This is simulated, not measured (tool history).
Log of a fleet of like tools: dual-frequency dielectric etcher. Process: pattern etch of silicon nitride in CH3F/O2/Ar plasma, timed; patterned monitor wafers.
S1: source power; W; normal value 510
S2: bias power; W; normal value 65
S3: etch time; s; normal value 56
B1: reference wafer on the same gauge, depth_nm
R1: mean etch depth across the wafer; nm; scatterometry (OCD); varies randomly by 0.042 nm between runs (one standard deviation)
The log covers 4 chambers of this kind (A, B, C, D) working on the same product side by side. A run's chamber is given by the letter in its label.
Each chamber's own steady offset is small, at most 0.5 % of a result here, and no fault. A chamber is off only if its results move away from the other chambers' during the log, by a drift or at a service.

run   hour   S1  S2    S3      B1      R1
 1C      7  510  65    56  34.101  41.515
 2B   15.5  510  65    56  34.086  41.667
 3A   25.2  510  65    56  34.095  41.431
 4D     31  510  65    56  34.089  41.704
 5B   41.6  510  65    56  34.083  41.713
 6A   51.1  510  65    56   34.09  41.336
      56.7  -- chamber C: wet clean of the chamber
 7D   57.5  510  65    56  34.082  41.638
 8C     69  510  65    56  34.079  41.449
 9D   80.2  510  65    56  34.072  41.598
10A   87.6  510  65    56  34.058  41.398
11C   98.2  510  65    56  34.069  41.484
12B    108  510  65    56  34.052   41.61
13D  116.7  510  65    56   34.06  41.553
14A  126.7  510  65    56  34.056  41.347
15C  133.3  510  65    56  34.053  41.514
16B  143.3  510  65    56  34.042  41.595
17B  155.6  510  65    56  34.047    41.6
18C  163.7  410  65    56  34.042  38.168
19A  172.5  410  65    56  34.047  38.111
20D    184  410  65    56  34.044  38.213
     193.5  -- chamber D: wet clean of the chamber
21B  193.5  410  65    56  34.033  38.245
22A  202.3  510  65    56  34.032  41.276
23C  213.5  510  65    56  34.033   41.37
24D  225.2  510  65    56  34.018  41.539
25B    237  510  65    56  34.021  41.635
26D  249.3  510  65    56  34.021  41.463
     252.5  -- chamber B: wet clean of the chamber
27A  260.2  510  59  48.5  34.009  34.663
28C  267.6  510  59  48.5  34.004  34.781
29B  275.2  510  59  48.5  34.006  34.871
30A  288.3  510  59  48.5  34.013  34.667
31D  300.8  510  65    56  33.988  41.501
     310.2  -- chamber A: wet clean of the chamber
32C  312.2  510  65    56  33.982  41.343
33D  321.6  510  72    56  33.998  43.005
34B  329.1  510  72    56  33.985  42.976
35A  336.2  510  72    56  33.992  42.735
36C  345.2  510  72    56  33.987  42.742
37B  357.3  510  65    56  33.985  41.551
38D  364.4  510  65    56  33.979  41.521
39A  373.8  510  65    56  33.976  41.233
40C  380.7  510  65    56  33.978  41.279
41C  388.8  510  65    56  33.966  41.343
42A  396.4  510  65    56   33.96  41.184
43B  407.8  510  65    56   33.96  41.519
44D  414.4  510  65    56  33.964  41.487

Has any chamber moved away from the others, gradually or after a service, or does the common gauge drift, or do the chambers differ only by their own small steady offsets? State the chamber and the most likely cause if one applies.

It is the gauge, not a chamber: its drift shows up in every chamber's results at once, and no chamber is off.
Cause: gauge reads low (%) = 0.412.
